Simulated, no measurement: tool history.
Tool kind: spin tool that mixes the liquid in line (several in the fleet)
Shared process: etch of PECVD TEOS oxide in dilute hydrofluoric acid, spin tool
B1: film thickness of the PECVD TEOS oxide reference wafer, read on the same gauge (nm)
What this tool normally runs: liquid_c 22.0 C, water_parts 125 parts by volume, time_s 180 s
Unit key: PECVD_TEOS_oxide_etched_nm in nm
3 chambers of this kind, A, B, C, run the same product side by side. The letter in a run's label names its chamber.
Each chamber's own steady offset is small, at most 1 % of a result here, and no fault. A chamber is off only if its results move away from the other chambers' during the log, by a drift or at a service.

run 1B hour=11.2 | liquid_c=22.0 water_parts=125 time_s=180 | B1=109.99 | PECVD_TEOS_oxide_etched_nm=17.296
run 2C hour=21.8 | liquid_c=22.0 water_parts=125 time_s=180 | B1=110.00 | PECVD_TEOS_oxide_etched_nm=17.006
run 3A hour=32.5 | liquid_c=22.0 water_parts=125 time_s=180 | B1=110.00 | PECVD_TEOS_oxide_etched_nm=17.470
run 4B hour=42.0 | liquid_c=22.0 water_parts=125 time_s=180 | B1=109.99 | PECVD_TEOS_oxide_etched_nm=17.328
run 5A hour=50.3 | liquid_c=22.0 water_parts=125 time_s=180 | B1=110.00 | PECVD_TEOS_oxide_etched_nm=17.256
run 6C hour=62.1 | liquid_c=22.0 water_parts=125 time_s=180 | B1=110.00 | PECVD_TEOS_oxide_etched_nm=16.941
run 7C hour=77.1 | liquid_c=22.0 water_parts=125 time_s=180 | B1=110.00 | PECVD_TEOS_oxide_etched_nm=16.949
run 8B hour=84.9 | liquid_c=22.0 water_parts=125 time_s=120 | B1=110.00 | PECVD_TEOS_oxide_etched_nm=11.480
run 9A hour=95.4 | liquid_c=22.0 water_parts=125 time_s=120 | B1=110.01 | PECVD_TEOS_oxide_etched_nm=11.504
run 10A hour=106.5 | liquid_c=22.0 water_parts=125 time_s=120 | B1=110.00 | PECVD_TEOS_oxide_etched_nm=11.508
run 11B hour=120.2 | liquid_c=22.0 water_parts=125 time_s=180 | B1=110.00 | PECVD_TEOS_oxide_etched_nm=16.952
run 12C hour=127.1 | liquid_c=22.0 water_parts=125 time_s=180 | B1=109.99 | PECVD_TEOS_oxide_etched_nm=17.044
run 13A hour=138.1 | liquid_c=22.0 water_parts=125 time_s=180 | B1=110.00 | PECVD_TEOS_oxide_etched_nm=17.218
run 14C hour=148.0 | liquid_c=22.0 water_parts=125 time_s=180 | B1=109.99 | PECVD_TEOS_oxide_etched_nm=17.053
run 15B hour=158.5 | liquid_c=22.0 water_parts=125 time_s=235 | B1=110.02 | PECVD_TEOS_oxide_etched_nm=22.165
-- hour=165.5 chamber A: hydrofluoric acid flow meter replaced
run 16A hour=169.4 | liquid_c=22.0 water_parts=125 time_s=235 | B1=110.00 | PECVD_TEOS_oxide_etched_nm=22.659
run 17B hour=184.6 | liquid_c=22.0 water_parts=125 time_s=235 | B1=110.01 | PECVD_TEOS_oxide_etched_nm=21.800
run 18C hour=194.6 | liquid_c=24.5 water_parts=125 time_s=105 | B1=110.00 | PECVD_TEOS_oxide_etched_nm=10.983
run 19A hour=208.5 | liquid_c=24.5 water_parts=125 time_s=105 | B1=110.00 | PECVD_TEOS_oxide_etched_nm=11.121
run 20C hour=217.5 | liquid_c=24.5 water_parts=125 time_s=105 | B1=110.01 | PECVD_TEOS_oxide_etched_nm=10.995
run 21B hour=225.2 | liquid_c=22.0 water_parts=125 time_s=180 | B1=110.01 | PECVD_TEOS_oxide_etched_nm=16.532
run 22B hour=239.0 | liquid_c=22.0 water_parts=125 time_s=180 | B1=110.00 | PECVD_TEOS_oxide_etched_nm=16.473
run 23A hour=248.6 | liquid_c=22.0 water_parts=125 time_s=180 | B1=110.00 | PECVD_TEOS_oxide_etched_nm=17.186
run 24C hour=262.4 | liquid_c=22.0 water_parts=125 time_s=180 | B1=109.99 | PECVD_TEOS_oxide_etched_nm=17.030
run 25C hour=272.5 | liquid_c=22.0 water_parts=125 time_s=180 | B1=109.99 | PECVD_TEOS_oxide_etched_nm=17.244

Read the log: is a single chamber off, either drifting away or since a service, is the gauge that measures every chamber drifting, or is nothing wrong beyond small per-chamber offsets? Name any odd chamber and what most likely caused it.

Little by little, chamber B moves away from the other chambers.
Most likely cause: liquid colder than its thermometer reads (K) = 1.44.
Not necessarily distinguishable in this log from: hydrofluoric acid flow below the setpoint (%).

Here are 4 candidates for chamber B's next run, each the usual settings with a change, their results left as question marks. Which one brings its results back in line with what the others give on the usual settings?
In-line tolerance around the mean of the other chambers on the usual settings: PECVD_TEOS_oxide_etched_nm 0.280 nm
run 26B-1 hour=283.5 | liquid_c=22.0 water_parts=125 time_s=165 | PECVD_TEOS_oxide_etched_nm=?
run 26B-2 hour=283.5 | liquid_c=22.0 water_parts=120 time_s=180 | PECVD_TEOS_oxide_etched_nm=?
run 26B-3 hour=283.5 | liquid_c=22.0 water_parts=125 time_s=195 | PECVD_TEOS_oxide_etched_nm=?
run 26B-4 hour=283.5 | liquid_c=22.0 water_parts=130 time_s=180 | PECVD_TEOS_oxide_etched_nm=?

On the usual settings, the other chambers give on average: PECVD_TEOS_oxide_etched_nm 17.180 nm
run=26B-1 PECVD_TEOS_oxide_etched_nm=14.977
run=26B-2 PECVD_TEOS_oxide_etched_nm=17.125
run=26B-3 PECVD_TEOS_oxide_etched_nm=17.700
run=26B-4 PECVD_TEOS_oxide_etched_nm=15.615
The answer is 26B-2, which returns the chamber to within the allowed miss of the others.
